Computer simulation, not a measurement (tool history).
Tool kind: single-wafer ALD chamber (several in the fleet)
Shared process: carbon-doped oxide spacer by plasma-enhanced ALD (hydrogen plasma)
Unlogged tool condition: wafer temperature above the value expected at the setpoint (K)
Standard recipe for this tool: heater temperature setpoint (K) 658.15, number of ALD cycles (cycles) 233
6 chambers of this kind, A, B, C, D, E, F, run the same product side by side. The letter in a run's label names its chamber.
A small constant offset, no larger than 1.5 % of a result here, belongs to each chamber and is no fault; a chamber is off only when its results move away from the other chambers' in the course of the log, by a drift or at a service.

run,hour,heater temperature setpoint (K),number of ALD cycles (cycles),hours since the last thermocouple change,"read-back reference wafer on the same gauge, thickness_nm",mean film thickness on the monitor wafer (Å)
1B,11.6,658.15,233,21.5,13.898,116.400
2E,19.6,658.15,233,1493.6,13.898,116.070
3C,27.6,658.15,233,1779.8,13.900,116.700
4D,38.8,658.15,233,671.0,13.895,116.410
# hour 45.3: chamber E: thermocouple changed; heater temperature recalibrated
5A,52.1,658.15,233,1064.2,13.894,117.290
6F,64.3,658.15,233,514.9,13.892,117.600
7B,72.2,658.15,233,82.1,13.889,116.160
8A,85.3,658.15,233,1097.4,13.888,116.890
9C,100.4,658.15,233,1852.6,13.889,116.490
10E,113.2,658.15,233,67.9,13.888,116.080
11D,127.3,658.15,233,759.5,13.887,116.170
12F,140.4,658.15,233,591.0,13.884,117.550
13D,151.1,658.15,233,783.3,13.879,116.270
14E,162.8,658.15,233,117.5,13.881,115.960
15B,178.3,658.15,233,188.2,13.878,115.840
16A,190.9,658.15,278,1203.0,13.876,139.640
17C,199.8,658.15,278,1952.0,13.879,138.950
18F,212.6,658.15,278,663.2,13.876,140.200
19A,224.7,658.15,278,1236.8,13.876,139.520
20F,233.4,658.15,278,684.0,13.877,139.810
21D,244.3,658.15,278,876.5,13.874,138.670
22E,259.0,658.15,233,213.7,13.868,115.930
23B,270.7,658.15,233,280.6,13.866,115.720
24C,283.0,645.15,233,2035.2,13.866,116.540
25C,291.5,645.15,233,2043.7,13.864,116.550
26D,301.9,645.15,233,934.1,13.866,116.170
27E,316.2,645.15,233,270.9,13.860,115.650
28B,324.8,645.15,233,334.7,13.866,115.960
29A,337.5,645.15,233,1349.6,13.860,116.870
30F,350.9,658.15,233,801.5,13.857,117.620
31F,358.8,658.15,233,809.4,13.858,117.310
32C,375.1,658.15,233,2127.3,13.856,116.330
33B,388.3,647.15,194,398.2,13.854,96.442
34A,402.0,647.15,194,1414.1,13.855,97.216
35E,415.8,647.15,194,370.5,13.852,96.353
36D,427.2,647.15,194,1059.4,13.851,96.538
37E,439.2,647.15,194,393.9,13.848,96.323
38D,452.8,647.15,194,1085.0,13.848,96.479
39B,469.1,658.15,233,479.0,13.845,115.840

The same settings go to every chamber for the next run, one line per chamber below. Forecast the results for each:
40A,481.1,658.15,233,,,?
40B,481.1,658.15,233,,,?
40C,481.1,658.15,233,,,?
40D,481.1,658.15,233,,,?
40E,481.1,658.15,233,,,?
40F,481.1,658.15,233,,,?

run,mean film thickness on the monitor wafer (Å)
40A,116.610
40B,115.770
40C,116.550
40D,115.940
40E,115.570
40F,117.200
